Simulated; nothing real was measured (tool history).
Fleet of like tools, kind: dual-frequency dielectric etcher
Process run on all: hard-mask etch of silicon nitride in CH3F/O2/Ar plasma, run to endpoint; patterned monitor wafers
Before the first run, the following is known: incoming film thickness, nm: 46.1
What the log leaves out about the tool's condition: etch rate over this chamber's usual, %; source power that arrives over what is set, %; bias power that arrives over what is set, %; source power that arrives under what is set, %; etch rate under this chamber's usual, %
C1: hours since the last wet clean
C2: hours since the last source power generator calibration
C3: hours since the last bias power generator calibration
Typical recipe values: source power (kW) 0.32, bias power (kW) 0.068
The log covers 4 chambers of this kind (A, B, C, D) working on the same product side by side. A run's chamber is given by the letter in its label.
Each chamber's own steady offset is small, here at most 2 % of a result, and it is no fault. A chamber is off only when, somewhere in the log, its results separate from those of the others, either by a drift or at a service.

{"run": "1B", "hour": 7.7, "source power (kW)": 0.32, "bias power (kW)": 0.068, "C1": 397.4, "C2": 236.9, "C3": 14.2, "endpoint time (s)": 75.722}
{"run": "2C", "hour": 12.3, "source power (kW)": 0.32, "bias power (kW)": 0.068, "C1": 347.6, "C2": 1604.1, "C3": 2110.4, "endpoint time (s)": 74.048}
{"run": "3D", "hour": 18.2, "source power (kW)": 0.32, "bias power (kW)": 0.068, "C1": 200.2, "C2": 880.9, "C3": 143.2, "endpoint time (s)": 73.808}
{"run": "4A", "hour": 22.1, "source power (kW)": 0.32, "bias power (kW)": 0.068, "C1": 264.1, "C2": 74.9, "C3": 608.5, "endpoint time (s)": 73.44}
{"run": "5B", "hour": 28.9, "source power (kW)": 0.32, "bias power (kW)": 0.068, "C1": 418.6, "C2": 258.1, "C3": 35.4, "endpoint time (s)": 75.344}
{"run": "6D", "hour": 35.3, "source power (kW)": 0.32, "bias power (kW)": 0.068, "C1": 217.3, "C2": 898, "C3": 160.3, "endpoint time (s)": 73.636}
{"run": "7C", "hour": 39.8, "source power (kW)": 0.32, "bias power (kW)": 0.068, "C1": 375.1, "C2": 1631.6, "C3": 2137.9, "endpoint time (s)": 74.499}
{"run": "8A", "hour": 46.4, "source power (kW)": 0.32, "bias power (kW)": 0.068, "C1": 288.4, "C2": 99.2, "C3": 632.8, "endpoint time (s)": 73.812}
{"run": "9D", "hour": 52.7, "source power (kW)": 0.32, "bias power (kW)": 0.068, "C1": 234.7, "C2": 915.4, "C3": 177.7, "endpoint time (s)": 75.021}
{"run": "10C", "hour": 61.1, "source power (kW)": 0.32, "bias power (kW)": 0.068, "C1": 396.4, "C2": 1652.9, "C3": 2159.2, "endpoint time (s)": 72.717}
{"hour": 66.2, "done": "chamber B: wet clean of the chamber"}
{"run": "11B", "hour": 69.5, "source power (kW)": 0.32, "bias power (kW)": 0.068, "C1": 3.3, "C2": 298.7, "C3": 76, "endpoint time (s)": 74.885}
{"run": "12A", "hour": 75.0, "source power (kW)": 0.32, "bias power (kW)": 0.068, "C1": 317, "C2": 127.8, "C3": 661.4, "endpoint time (s)": 74.008}
{"run": "13D", "hour": 83.0, "source power (kW)": 0.32, "bias power (kW)": 0.068, "C1": 265, "C2": 945.7, "C3": 208, "endpoint time (s)": 73.791}
{"run": "14A", "hour": 87.1, "source power (kW)": 0.32, "bias power (kW)": 0.068, "C1": 329.1, "C2": 139.9, "C3": 673.5, "endpoint time (s)": 74.707}
{"run": "15C", "hour": 91.5, "source power (kW)": 0.39, "bias power (kW)": 0.081, "C1": 426.8, "C2": 1683.3, "C3": 2189.6, "endpoint time (s)": 64.413}
{"run": "16B", "hour": 95.5, "source power (kW)": 0.39, "bias power (kW)": 0.081, "C1": 29.3, "C2": 324.7, "C3": 102, "endpoint time (s)": 65.692}
{"run": "17D", "hour": 100.4, "source power (kW)": 0.39, "bias power (kW)": 0.081, "C1": 282.4, "C2": 963.1, "C3": 225.4, "endpoint time (s)": 63.975}
{"run": "18B", "hour": 105.9, "source power (kW)": 0.39, "bias power (kW)": 0.081, "C1": 39.7, "C2": 335.1, "C3": 112.4, "endpoint time (s)": 66.314}
{"hour": 110.4, "done": "chamber A: wet clean of the chamber"}
{"run": "19C", "hour": 112.9, "source power (kW)": 0.32, "bias power (kW)": 0.068, "C1": 448.2, "C2": 1704.7, "C3": 2211, "endpoint time (s)": 73.696}
{"run": "20A", "hour": 119.1, "source power (kW)": 0.32, "bias power (kW)": 0.068, "C1": 8.8, "C2": 171.9, "C3": 705.5, "endpoint time (s)": 74.557}
{"run": "21C", "hour": 122.9, "source power (kW)": 0.32, "bias power (kW)": 0.068, "C1": 458.2, "C2": 1714.7, "C3": 2221, "endpoint time (s)": 74.08}
{"run": "22D", "hour": 131.1, "source power (kW)": 0.32, "bias power (kW)": 0.068, "C1": 313.1, "C2": 993.8, "C3": 256.1, "endpoint time (s)": 73.694}
{"run": "23A", "hour": 138.9, "source power (kW)": 0.32, "bias power (kW)": 0.068, "C1": 28.6, "C2": 191.7, "C3": 725.3, "endpoint time (s)": 74.851}
{"run": "24B", "hour": 143.3, "source power (kW)": 0.32, "bias power (kW)": 0.068, "C1": 77.1, "C2": 372.5, "C3": 149.8, "endpoint time (s)": 75.969}
{"run": "25A", "hour": 149.9, "source power (kW)": 0.32, "bias power (kW)": 0.068, "C1": 39.6, "C2": 202.7, "C3": 736.3, "endpoint time (s)": 75.057}
{"hour": 155.5, "done": "chamber C: bias power generator calibrated"}
{"run": "26D", "hour": 158.2, "source power (kW)": 0.32, "bias power (kW)": 0.068, "C1": 340.2, "C2": 1020.9, "C3": 283.2, "endpoint time (s)": 73.352}
{"run": "27C", "hour": 166.3, "source power (kW)": 0.32, "bias power (kW)": 0.068, "C1": 501.6, "C2": 1758.1, "C3": 10.9, "endpoint time (s)": 74.06}
{"run": "28B", "hour": 172.6, "source power (kW)": 0.32, "bias power (kW)": 0.068, "C1": 106.4, "C2": 401.8, "C3": 179.1, "endpoint time (s)": 75.705}
{"run": "29C", "hour": 180.2, "source power (kW)": 0.32, "bias power (kW)": 0.068, "C1": 515.5, "C2": 1772, "C3": 24.8, "endpoint time (s)": 73.782}
{"run": "30D", "hour": 184.4, "source power (kW)": 0.32, "bias power (kW)": 0.068, "C1": 366.4, "C2": 1047.1, "C3": 309.4, "endpoint time (s)": 73.667}
{"run": "31A", "hour": 189.6, "source power (kW)": 0.32, "bias power (kW)": 0.068, "C1": 79.3, "C2": 242.4, "C3": 776, "endpoint time (s)": 75.134}
{"run": "32B", "hour": 195.9, "source power (kW)": 0.32, "bias power (kW)": 0.068, "C1": 129.7, "C2": 425.1, "C3": 202.4, "endpoint time (s)": 75.121}
{"run": "33B", "hour": 200.7, "source power (kW)": 0.32, "bias power (kW)": 0.068, "C1": 134.5, "C2": 429.9, "C3": 207.2, "endpoint time (s)": 74.319}
{"run": "34D", "hour": 206.2, "source power (kW)": 0.32, "bias power (kW)": 0.068, "C1": 388.2, "C2": 1068.9, "C3": 331.2, "endpoint time (s)": 73.913}
{"run": "35A", "hour": 210.2, "source power (kW)": 0.32, "bias power (kW)": 0.068, "C1": 99.9, "C2": 263, "C3": 796.6, "endpoint time (s)": 74.86}
{"run": "36C", "hour": 218.3, "source power (kW)": 0.32, "bias power (kW)": 0.068, "C1": 553.6, "C2": 1810.1, "C3": 62.9, "endpoint time (s)": 74.41}
{"run": "37A", "hour": 225.5, "source power (kW)": 0.32, "bias power (kW)": 0.068, "C1": 115.2, "C2": 278.3, "C3": 811.9, "endpoint time (s)": 74.468}
{"run": "38C", "hour": 229.7, "source power (kW)": 0.32, "bias power (kW)": 0.068, "C1": 565, "C2": 1821.5, "C3": 74.3, "endpoint time (s)": 73.491}
{"run": "39D", "hour": 235.5, "source power (kW)": 0.32, "bias power (kW)": 0.068, "C1": 417.5, "C2": 1098.2, "C3": 360.5, "endpoint time (s)": 74.054}
{"run": "40B", "hour": 239.6, "source power (kW)": 0.32, "bias power (kW)": 0.068, "C1": 173.4, "C2": 468.8, "C3": 246.1, "endpoint time (s)": 75.037}
{"run": "41C", "hour": 245.9, "source power (kW)": 0.32, "bias power (kW)": 0.068, "C1": 581.2, "C2": 1837.7, "C3": 90.5, "endpoint time (s)": 72.717}
{"run": "42B", "hour": 254.1, "source power (kW)": 0.32, "bias power (kW)": 0.068, "C1": 187.9, "C2": 483.3, "C3": 260.6, "endpoint time (s)": 76.384}
{"run": "43A", "hour": 259.0, "source power (kW)": 0.32, "bias power (kW)": 0.068, "C1": 148.7, "C2": 311.8, "C3": 845.4, "endpoint time (s)": 73.944}

Is one chamber out of step, is the gauge drifting, or do the chambers differ by no more than their own small offsets? For an off chamber, give its letter and the likeliest cause.

Neither any chamber nor the gauge drifts; the chambers differ only by their own small, steady offsets.

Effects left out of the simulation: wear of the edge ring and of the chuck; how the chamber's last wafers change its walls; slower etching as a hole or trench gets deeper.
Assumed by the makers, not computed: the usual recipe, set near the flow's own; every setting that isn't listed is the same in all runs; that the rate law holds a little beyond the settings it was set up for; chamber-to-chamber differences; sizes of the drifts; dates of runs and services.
